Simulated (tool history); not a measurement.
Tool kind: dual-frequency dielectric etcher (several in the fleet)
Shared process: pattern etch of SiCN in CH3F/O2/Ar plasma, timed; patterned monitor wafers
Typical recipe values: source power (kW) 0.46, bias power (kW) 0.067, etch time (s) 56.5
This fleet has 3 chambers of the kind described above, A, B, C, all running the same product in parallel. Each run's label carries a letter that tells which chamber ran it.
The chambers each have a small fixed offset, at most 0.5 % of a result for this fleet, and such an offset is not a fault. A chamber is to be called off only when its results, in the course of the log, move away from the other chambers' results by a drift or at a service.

run   hour  source power (kW)  bias power (kW)  etch time (s)  hours since the last wet clean  hours since the last source power generator calibration  hours since the last bias power generator calibration  read-back reference wafer on the same gauge, depth_nm  mean etch depth across the wafer (angstrom)
 1C    5.6               0.46            0.067           56.5                           170.8                                                   1912.8                                                 1711.2                                                 21.803                                       218.06
 2A   11.7               0.46            0.067           56.5                            24.8                                                   2766.3                                                 1157.2                                                 21.778                                       219.41
 3B   15.1               0.46            0.067           56.5                           193.8                                                   3410.8                                                  605.1                                                 21.778                                       217.95
 4A   20.8               0.46            0.067           56.5                            33.9                                                   2775.4                                                 1166.3                                                 21.809                                       218.33
 5C   23.8               0.46            0.067           56.5                             189                                                     1931                                                 1729.4                                                 21.804                                       218.38
 6B   28.1               0.52            0.067             43                           206.8                                                   3423.8                                                  618.1                                                 21.797                                       173.37
 7B   31.2               0.52            0.067             43                           209.9                                                   3426.9                                                  621.2                                                 21.831                                       172.99
 8A   35.5               0.52            0.067             43                            48.6                                                   2790.1                                                   1181                                                 21.811                                       173.42
 9C     41               0.46            0.067           56.5                           206.2                                                   1948.2                                                 1746.6                                                 21.807                                       217.31
10C   45.1               0.46            0.067           56.5                           210.3                                                   1952.3                                                 1750.7                                                 21.795                                       218.41
11B   49.2               0.46            0.067           56.5                           227.9                                                   3444.9                                                  639.2                                                 21.785                                       219.24
12A   52.9               0.46            0.067           56.5                              66                                                   2807.5                                                 1198.4                                                 21.803                                       218.76
13C   58.7               0.52            0.067           56.5                           223.9                                                   1965.9                                                 1764.3                                                 21.785                                       229.07
14B   64.3               0.52            0.067           56.5                             243                                                     3460                                                  654.3                                                 21.793                                        227.5
15A   70.1               0.52            0.067           56.5                            83.2                                                   2824.7                                                 1215.6                                                 21.801                                       230.33
16C   75.1               0.46            0.067           56.5                           240.3                                                   1982.3                                                 1780.7                                                 21.818                                       216.88
17A   80.2               0.46            0.067           56.5                            93.3                                                   2834.8                                                 1225.7                                                 21.804                                        218.6
18B   86.4               0.36            0.079           56.5                           265.1                                                   3482.1                                                  676.4                                                 21.805                                       211.78
19B   92.3               0.36            0.079           56.5                             271                                                     3488                                                  682.3                                                 21.807                                       211.26
20C   95.7               0.36            0.079           56.5                           260.9                                                   2002.9                                                 1801.3                                                 21.802                                        214.4
21A   98.5               0.46            0.067           56.5                           111.6                                                   2853.1                                                   1244                                                 21.818                                       218.72
22B  103.1               0.46            0.067           56.5                           281.8                                                   3498.8                                                  693.1                                                 21.798                                       217.24
23A  109.2               0.46            0.067           56.5                           122.3                                                   2863.8                                                 1254.7                                                 21.787                                       219.31
24C  112.5               0.46            0.067           56.5                           277.7                                                   2019.7                                                 1818.1                                                   21.8                                       221.01
25B  118.4               0.46            0.067           56.5                           297.1                                                   3514.1                                                  708.4                                                  21.78                                        217.6
26A  121.2               0.46            0.067           56.5                           134.3                                                   2875.8                                                 1266.7                                                 21.797                                       218.43
27C  124.8               0.46            0.067           56.5                             290                                                     2032                                                 1830.4                                                 21.809                                       220.05
28C  129.7               0.46            0.067           56.5                           294.9                                                   2036.9                                                 1835.3                                                 21.783                                       222.55
29B    133               0.46            0.067           56.5                           311.7                                                   3528.7                                                    723                                                 21.798                                       219.14
30A  138.4               0.46            0.067           56.5                           151.5                                                     2893                                                 1283.9                                                 21.814                                       219.32
31C  143.5               0.46            0.067           56.5                           308.7                                                   2050.7                                                 1849.1                                                 21.799                                       220.67
32B  149.6               0.46            0.067           56.5                           328.3                                                   3545.3                                                  739.6                                                 21.811                                       217.73
33A  155.6               0.46            0.067           56.5                           168.7                                                   2910.2                                                 1301.1                                                 21.793                                       220.02
34A  158.3               0.46            0.067           56.5                           171.4                                                   2912.9                                                 1303.8                                                 21.791                                       220.37
35B  162.1               0.46            0.067           56.5                           340.8                                                   3557.8                                                  752.1                                                 21.807                                       216.39
36C  165.7               0.46            0.054           56.5                           330.9                                                   2072.9                                                 1871.3                                                 21.802                                       207.45
37C  168.7               0.46            0.054           56.5                           333.9                                                   2075.9                                                 1874.3                                                 21.793                                       205.59
38B  174.8               0.46            0.054           56.5                           353.5                                                   3570.5                                                  764.8                                                 21.812                                       201.75
39A    181               0.46            0.067           56.5                           194.1                                                   2935.6                                                 1326.5                                                 21.815                                       220.32
40B  186.8               0.46            0.056           56.5                           365.5                                                   3582.5                                                  776.8                                                 21.794                                       202.67
41A  190.4               0.46            0.056           56.5                           203.5                                                     2945                                                 1335.9                                                 21.809                                       206.19
42C  196.3               0.46            0.056           56.5                           361.5                                                   2103.5                                                 1901.9                                                 21.803                                        211.1
43C  202.3               0.46            0.067           56.5                           367.5                                                   2109.5                                                 1907.9                                                  21.81                                       224.18
44A  205.7               0.46            0.067           56.5                           218.8                                                   2960.3                                                 1351.2                                                 21.806                                       219.24

All chambers now run identical settings, listed one chamber a line with results as question marks. What results will each chamber show?
45A  210.1               0.46            0.067           56.5                                                                                                                                                                                                                                                   ?
45B  210.1               0.46            0.067           56.5                                                                                                                                                                                                                                                   ?
45C  210.1               0.46            0.067           56.5                                                                                                                                                                                                                                                   ?

run  mean etch depth across the wafer (angstrom)
45A                                       219.49
45B                                        218.6
45C                                       225.54
